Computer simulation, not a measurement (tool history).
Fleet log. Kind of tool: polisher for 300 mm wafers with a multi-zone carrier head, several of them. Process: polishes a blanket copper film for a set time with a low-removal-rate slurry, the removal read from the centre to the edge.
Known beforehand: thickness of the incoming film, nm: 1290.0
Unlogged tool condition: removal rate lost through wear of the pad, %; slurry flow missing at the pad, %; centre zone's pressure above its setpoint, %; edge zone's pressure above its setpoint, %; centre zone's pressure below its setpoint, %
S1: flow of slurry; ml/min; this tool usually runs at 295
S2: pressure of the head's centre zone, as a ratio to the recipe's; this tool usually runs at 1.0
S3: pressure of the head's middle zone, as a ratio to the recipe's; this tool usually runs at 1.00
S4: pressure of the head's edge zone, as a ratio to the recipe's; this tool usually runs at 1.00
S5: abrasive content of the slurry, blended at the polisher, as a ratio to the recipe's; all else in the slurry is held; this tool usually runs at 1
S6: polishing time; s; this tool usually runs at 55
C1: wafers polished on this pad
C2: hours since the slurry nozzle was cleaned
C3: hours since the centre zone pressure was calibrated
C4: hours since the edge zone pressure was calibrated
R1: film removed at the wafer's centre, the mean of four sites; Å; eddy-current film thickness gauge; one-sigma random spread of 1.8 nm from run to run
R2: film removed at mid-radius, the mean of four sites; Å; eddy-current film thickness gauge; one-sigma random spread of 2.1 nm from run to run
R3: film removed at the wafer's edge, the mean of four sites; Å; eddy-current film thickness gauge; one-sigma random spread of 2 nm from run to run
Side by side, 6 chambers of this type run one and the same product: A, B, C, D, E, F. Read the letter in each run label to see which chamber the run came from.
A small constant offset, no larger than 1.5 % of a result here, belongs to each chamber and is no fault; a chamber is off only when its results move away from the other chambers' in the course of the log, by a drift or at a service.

| run | hour | S1 | S2 | S3 | S4 | S5 | S6 | C1 | C2 | C3 | C4 | R1 | R2 | R3 |
|---|---|---|---|---|---|---|---|---|---|---|---|---|---|---|
| 1D | 13.2 | 295 | 1.0 | 1.00 | 1.00 | 1 | 55 | 380 | 89.4 | 201.1 | 495.4 | 1542.7 | 1537.7 | 1520.7 |
|  | 16.5 | chamber E: worn pad replaced by a new one |
|  | 23.3 | chamber A: slurry nozzle cleaned |
|  | 24.8 | chamber C: slurry nozzle cleaned |
| 2A | 26.4 | 295 | 1.0 | 1.00 | 1.00 | 1 | 55 | 496 | 3.2 | 68.3 | 657.0 | 1531.2 | 1524.1 | 1498.9 |
| 3F | 36.2 | 295 | 1.0 | 1.00 | 1.00 | 1 | 55 | 887 | 114.7 | 681.6 | 506.8 | 1498.7 | 1478.8 | 1522.4 |
|  | 47.7 | chamber F: worn pad replaced by a new one |
| 4B | 50.1 | 295 | 1.0 | 1.00 | 1.00 | 1 | 55 | 564 | 160.2 | 105.6 | 683.3 | 1491.2 | 1505.9 | 1494.3 |
|  | 57.8 | chamber D: worn pad replaced by a new one |
| 5E | 58.1 | 295 | 1.0 | 1.00 | 1.00 | 1 | 55 | 359 | 194.4 | 703.7 | 224.2 | 1511.9 | 1502.4 | 1546.4 |
|  | 61.6 | chamber A: worn pad replaced by a new one |
|  | 65.7 | chamber B: edge zone pressure recalibrated |
|  | 71.4 | chamber B: worn pad replaced by a new one |
| 6C | 71.7 | 295 | 1.0 | 1.00 | 1.00 | 1 | 55 | 747 | 46.9 | 253.0 | 990.1 | 1521.1 | 1495.6 | 1537.7 |
| 7E | 82.2 | 295 | 1.0 | 1.00 | 1.00 | 1 | 55 | 567 | 218.5 | 727.8 | 248.3 | 1540.3 | 1533.0 | 1532.1 |
| 8D | 91.6 | 295 | 1.0 | 1.00 | 1.00 | 1 | 55 | 292 | 167.8 | 279.5 | 573.8 | 1557.7 | 1532.0 | 1528.3 |
| 9F | 99.1 | 295 | 1.0 | 1.00 | 1.00 | 1 | 55 | 443 | 177.6 | 744.5 | 569.7 | 1524.7 | 1531.5 | 1541.2 |
| 10A | 109.0 | 295 | 1.0 | 1.00 | 1.00 | 1 | 55 | 409 | 85.8 | 150.9 | 739.6 | 1537.3 | 1548.1 | 1517.9 |
|  | 119.3 | chamber C: worn pad replaced by a new one |
|  | 119.5 | chamber C: centre zone pressure recalibrated |
| 11B | 123.3 | 295 | 1.0 | 1.00 | 1.00 | 1 | 55 | 448 | 233.4 | 178.8 | 57.7 | 1494.7 | 1515.8 | 1498.4 |
| 12C | 130.5 | 295 | 1.0 | 1.00 | 1.00 | 1 | 55 | 97 | 105.7 | 11.1 | 1048.9 | 1549.8 | 1544.1 | 1531.7 |
| 13E | 138.5 | 295 | 1.0 | 1.00 | 1.00 | 1 | 55 | 1053 | 274.8 | 784.1 | 304.6 | 1489.4 | 1504.9 | 1522.8 |
|  | 141.8 | chamber A: worn pad replaced by a new one |
|  | 145.5 | chamber B: worn pad replaced by a new one |
| 14F | 149.0 | 295 | 1.0 | 1.00 | 1.00 | 1 | 55 | 874 | 227.5 | 794.4 | 619.6 | 1496.5 | 1523.9 | 1532.2 |
|  | 151.2 | chamber F: worn pad replaced by a new one |
|  | 151.9 | chamber D: worn pad replaced by a new one |
| 15C | 157.0 | 295 | 1.0 | 1.00 | 1.00 | 1 | 55 | 325 | 132.2 | 37.6 | 1075.4 | 1558.5 | 1556.9 | 1543.6 |
|  | 159.6 | chamber E: worn pad replaced by a new one |
| 16A | 165.9 | 295 | 1.0 | 1.00 | 1.00 | 1 | 55 | 208 | 142.7 | 207.8 | 796.5 | 1513.6 | 1519.0 | 1543.3 |
| 17B | 179.9 | 295 | 1.0 | 1.00 | 1.00 | 1 | 55 | 297 | 290.0 | 235.4 | 114.3 | 1495.9 | 1520.4 | 1526.3 |
| 18D | 193.3 | 295 | 1.0 | 1.00 | 1.00 | 1 | 55 | 357 | 269.5 | 381.2 | 675.5 | 1522.0 | 1513.8 | 1494.8 |
|  | 193.8 | chamber F: slurry nozzle cleaned |
| 19C | 200.5 | 295 | 1.0 | 1.00 | 1.00 | 1 | 55 | 701 | 175.7 | 81.1 | 1118.9 | 1497.3 | 1508.7 | 1585.0 |
| 20E | 213.5 | 295 | 1.0 | 1.00 | 1.00 | 1 | 55 | 465 | 349.8 | 859.1 | 379.6 | 1526.5 | 1512.9 | 1500.1 |
|  | 215.8 | chamber A: worn pad replaced by a new one |
| 21B | 226.6 | 295 | 1.0 | 1.00 | 1.00 | 1 | 55 | 700 | 336.7 | 282.1 | 161.0 | 1488.3 | 1534.0 | 1522.0 |
| 22F | 234.4 | 295 | 1.0 | 1.00 | 1.00 | 1 | 55 | 718 | 40.6 | 879.8 | 705.0 | 1523.6 | 1547.4 | 1526.2 |
|  | 237.0 | chamber D: worn pad replaced by a new one |
|  | 240.7 | chamber B: worn pad replaced by a new one |
|  | 243.2 | chamber D: edge zone pressure recalibrated |
| 23D | 246.4 | 295 | 1.0 | 1.00 | 1.00 | 1 | 67 | 81 | 322.6 | 434.3 | 3.3 | 1856.7 | 1878.2 | 1879.1 |
|  | 252.4 | chamber F: worn pad replaced by a new one |
| 24A | 256.5 | 295 | 1.0 | 1.00 | 1.00 | 1 | 67 | 351 | 233.3 | 298.4 | 887.1 | 1844.3 | 1855.7 | 1858.2 |
|  | 264.0 | chamber A: centre zone pressure recalibrated |
|  | 264.7 | chamber C: worn pad replaced by a new one |
| 25A | 266.1 | 295 | 1.0 | 1.00 | 1.00 | 1 | 67 | 434 | 242.9 | 2.1 | 896.7 | 1859.3 | 1860.1 | 1818.9 |
| 26D | 274.4 | 295 | 1.0 | 1.00 | 1.00 | 1 | 67 | 322 | 350.6 | 462.3 | 31.3 | 1839.1 | 1889.4 | 1870.1 |
| 27E | 283.1 | 295 | 1.0 | 1.00 | 1.00 | 1 | 67 | 1065 | 419.4 | 928.7 | 449.2 | 1851.4 | 1855.6 | 1875.2 |
|  | 292.3 | chamber B: slurry nozzle cleaned |
| 28C | 295.5 | 295 | 1.0 | 1.00 | 1.00 | 1 | 67 | 266 | 270.7 | 176.1 | 1213.9 | 1865.5 | 1904.6 | 1876.7 |
|  | 297.2 | chamber E: worn pad replaced by a new one |
|  | 299.7 | chamber A: worn pad replaced by a new one |
| 29B | 304.6 | 295 | 1.0 | 1.00 | 1.00 | 1 | 55 | 552 | 12.3 | 360.1 | 239.0 | 1535.6 | 1523.3 | 1522.2 |
| 30F | 311.8 | 295 | 1.1 | 1.00 | 1.00 | 1 | 55 | 513 | 118.0 | 957.2 | 782.4 | 1668.2 | 1522.5 | 1507.5 |
|  | 317.7 | chamber B: worn pad replaced by a new one |
|  | 319.5 | chamber D: worn pad replaced by a new one |
| 31A | 324.6 | 295 | 1.1 | 1.00 | 1.00 | 1 | 55 | 215 | 301.4 | 60.6 | 955.2 | 1709.6 | 1503.6 | 1568.6 |
| 32D | 333.2 | 295 | 1.1 | 1.00 | 1.00 | 1 | 55 | 118 | 409.4 | 521.1 | 90.1 | 1724.2 | 1510.3 | 1524.4 |
|  | 338.7 | chamber A: edge zone pressure recalibrated |
| 33F | 343.3 | 295 | 1.1 | 1.00 | 1.00 | 1 | 55 | 784 | 149.5 | 988.7 | 813.9 | 1715.3 | 1539.7 | 1518.3 |
| 34C | 352.6 | 295 | 1.1 | 1.00 | 1.00 | 1 | 55 | 758 | 327.8 | 233.2 | 1271.0 | 1690.4 | 1522.1 | 1541.3 |
|  | 355.2 | chamber F: worn pad replaced by a new one |
| 35B | 364.4 | 295 | 1.1 | 1.00 | 1.00 | 1 | 55 | 403 | 72.1 | 419.9 | 298.8 | 1657.2 | 1519.7 | 1565.4 |
| 36E | 377.0 | 295 | 1.0 | 1.00 | 1.00 | 1 | 55 | 689 | 513.3 | 1022.6 | 543.1 | 1512.5 | 1555.6 | 1529.3 |
|  | 389.8 | chamber A: worn pad replaced by a new one |
| 37C | 391.0 | 295 | 1.0 | 0.92 | 1.11 | 1 | 55 | 1090 | 366.2 | 271.6 | 1309.4 | 1527.6 | 1435.0 | 1615.0 |
| 38A | 402.2 | 295 | 1.0 | 0.92 | 1.11 | 1 | 55 | 107 | 379.0 | 138.2 | 63.5 | 1546.5 | 1422.4 | 1614.3 |
| 39D | 409.7 | 295 | 1.0 | 0.92 | 1.11 | 1 | 55 | 778 | 485.9 | 597.6 | 166.6 | 1532.5 | 1427.0 | 1588.0 |
|  | 414.1 | chamber B: worn pad replaced by a new one |
| 40F | 420.3 | 295 | 1.0 | 0.92 | 1.11 | 1 | 55 | 561 | 226.5 | 1065.7 | 890.9 | 1494.3 | 1395.7 | 1626.8 |
| 41B | 432.5 | 295 | 1.0 | 0.92 | 1.11 | 1 | 55 | 159 | 140.2 | 488.0 | 366.9 | 1537.6 | 1382.8 | 1601.2 |

All chambers now run identical settings, listed one chamber a line with results as question marks. What results will each chamber show?
| 42A | 442.8 | 295 | 1.0 | 1.00 | 1.00 | 1 | 55 |  |  |  |  | ? | ? | ? |
| 42B | 442.8 | 295 | 1.0 | 1.00 | 1.00 | 1 | 55 |  |  |  |  | ? | ? | ? |
| 42C | 442.8 | 295 | 1.0 | 1.00 | 1.00 | 1 | 55 |  |  |  |  | ? | ? | ? |
| 42D | 442.8 | 295 | 1.0 | 1.00 | 1.00 | 1 | 55 |  |  |  |  | ? | ? | ? |
| 42E | 442.8 | 295 | 1.0 | 1.00 | 1.00 | 1 | 55 |  |  |  |  | ? | ? | ? |
| 42F | 442.8 | 295 | 1.0 | 1.00 | 1.00 | 1 | 55 |  |  |  |  | ? | ? | ? |

| run | R1 | R2 | R3 |
|---|---|---|---|
| 42A | 1510.7 | 1488.4 | 1514.2 |
| 42B | 1514.8 | 1549.1 | 1509.6 |
| 42C | 1460.8 | 1513.7 | 1534.1 |
| 42D | 1546.8 | 1537.6 | 1525.4 |
| 42E | 1518.8 | 1507.9 | 1559.6 |
| 42F | 1558.8 | 1529.0 | 1509.1 |
